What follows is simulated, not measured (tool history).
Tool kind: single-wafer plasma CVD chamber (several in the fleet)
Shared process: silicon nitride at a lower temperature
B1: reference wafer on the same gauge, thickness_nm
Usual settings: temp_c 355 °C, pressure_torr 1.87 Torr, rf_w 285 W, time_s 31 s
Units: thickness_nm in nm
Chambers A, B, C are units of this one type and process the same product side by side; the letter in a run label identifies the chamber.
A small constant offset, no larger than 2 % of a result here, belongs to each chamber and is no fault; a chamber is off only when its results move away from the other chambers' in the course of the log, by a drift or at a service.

{"run": "1C", "hour": 3.5, "temp_c": 355, "pressure_torr": 1.87, "rf_w": 285, "time_s": 31, "B1": 39.207, "thickness_nm": 37.235}
{"run": "2A", "hour": 7.0, "temp_c": 355, "pressure_torr": 1.87, "rf_w": 285, "time_s": 31, "B1": 39.202, "thickness_nm": 36.726}
{"run": "3B", "hour": 10.6, "temp_c": 355, "pressure_torr": 1.87, "rf_w": 285, "time_s": 31, "B1": 39.221, "thickness_nm": 36.416}
{"run": "4A", "hour": 17.6, "temp_c": 355, "pressure_torr": 1.87, "rf_w": 285, "time_s": 31, "B1": 39.182, "thickness_nm": 36.507}
{"run": "5C", "hour": 22.2, "temp_c": 355, "pressure_torr": 1.87, "rf_w": 285, "time_s": 31, "B1": 39.186, "thickness_nm": 37.038}
{"run": "6B", "hour": 26.4, "temp_c": 355, "pressure_torr": 1.87, "rf_w": 285, "time_s": 31, "B1": 39.208, "thickness_nm": 36.27}
{"run": "7C", "hour": 34.0, "temp_c": 348, "pressure_torr": 1.71, "rf_w": 285, "time_s": 31, "B1": 39.192, "thickness_nm": 36.469}
{"run": "8A", "hour": 39.4, "temp_c": 348, "pressure_torr": 1.71, "rf_w": 285, "time_s": 31, "B1": 39.204, "thickness_nm": 35.909}
{"run": "9B", "hour": 43.4, "temp_c": 348, "pressure_torr": 1.71, "rf_w": 285, "time_s": 31, "B1": 39.198, "thickness_nm": 35.587}
{"run": "10B", "hour": 49.3, "temp_c": 355, "pressure_torr": 1.87, "rf_w": 285, "time_s": 31, "B1": 39.186, "thickness_nm": 36.244}
{"run": "11C", "hour": 53.7, "temp_c": 355, "pressure_torr": 1.87, "rf_w": 230, "time_s": 31, "B1": 39.211, "thickness_nm": 31.974}
{"run": "12A", "hour": 59.5, "temp_c": 355, "pressure_torr": 1.87, "rf_w": 230, "time_s": 31, "B1": 39.204, "thickness_nm": 31.516}
{"run": "13C", "hour": 64.8, "temp_c": 355, "pressure_torr": 1.87, "rf_w": 230, "time_s": 31, "B1": 39.184, "thickness_nm": 31.929}
{"run": "14B", "hour": 72.6, "temp_c": 355, "pressure_torr": 1.87, "rf_w": 285, "time_s": 31, "B1": 39.173, "thickness_nm": 36.409}
{"run": "15A", "hour": 79.6, "temp_c": 355, "pressure_torr": 1.87, "rf_w": 285, "time_s": 31, "B1": 39.213, "thickness_nm": 36.75}
{"run": "16B", "hour": 85.2, "temp_c": 355, "pressure_torr": 1.87, "rf_w": 285, "time_s": 31, "B1": 39.191, "thickness_nm": 36.34}
{"run": "17C", "hour": 89.6, "temp_c": 355, "pressure_torr": 1.87, "rf_w": 285, "time_s": 31, "B1": 39.207, "thickness_nm": 37.284}
{"run": "18A", "hour": 96.2, "temp_c": 355, "pressure_torr": 1.87, "rf_w": 285, "time_s": 31, "B1": 39.193, "thickness_nm": 36.678}
{"run": "19C", "hour": 100.9, "temp_c": 355, "pressure_torr": 1.87, "rf_w": 285, "time_s": 31, "B1": 39.194, "thickness_nm": 37.175}
{"run": "20A", "hour": 106.3, "temp_c": 355, "pressure_torr": 1.87, "rf_w": 285, "time_s": 31, "B1": 39.189, "thickness_nm": 36.854}
{"run": "21B", "hour": 110.8, "temp_c": 355, "pressure_torr": 1.87, "rf_w": 285, "time_s": 31, "B1": 39.206, "thickness_nm": 36.264}
{"run": "22C", "hour": 118.0, "temp_c": 355, "pressure_torr": 1.87, "rf_w": 285, "time_s": 31, "B1": 39.217, "thickness_nm": 37.33}
{"run": "23B", "hour": 124.4, "temp_c": 355, "pressure_torr": 1.87, "rf_w": 285, "time_s": 31, "B1": 39.215, "thickness_nm": 36.444}
{"run": "24A", "hour": 131.3, "temp_c": 355, "pressure_torr": 1.87, "rf_w": 285, "time_s": 31, "B1": 39.203, "thickness_nm": 36.662}
{"run": "25C", "hour": 138.4, "temp_c": 355, "pressure_torr": 1.87, "rf_w": 285, "time_s": 31, "B1": 39.215, "thickness_nm": 37.178}
{"run": "26B", "hour": 143.8, "temp_c": 355, "pressure_torr": 1.87, "rf_w": 285, "time_s": 31, "B1": 39.216, "thickness_nm": 36.457}

Is one chamber out of step, is the gauge drifting, or do the chambers differ by no more than their own small offsets? For an off chamber, give its letter and the likeliest cause.

The fleet is healthy, with each chamber sitting at its usual small offset and no drift in the gauge.

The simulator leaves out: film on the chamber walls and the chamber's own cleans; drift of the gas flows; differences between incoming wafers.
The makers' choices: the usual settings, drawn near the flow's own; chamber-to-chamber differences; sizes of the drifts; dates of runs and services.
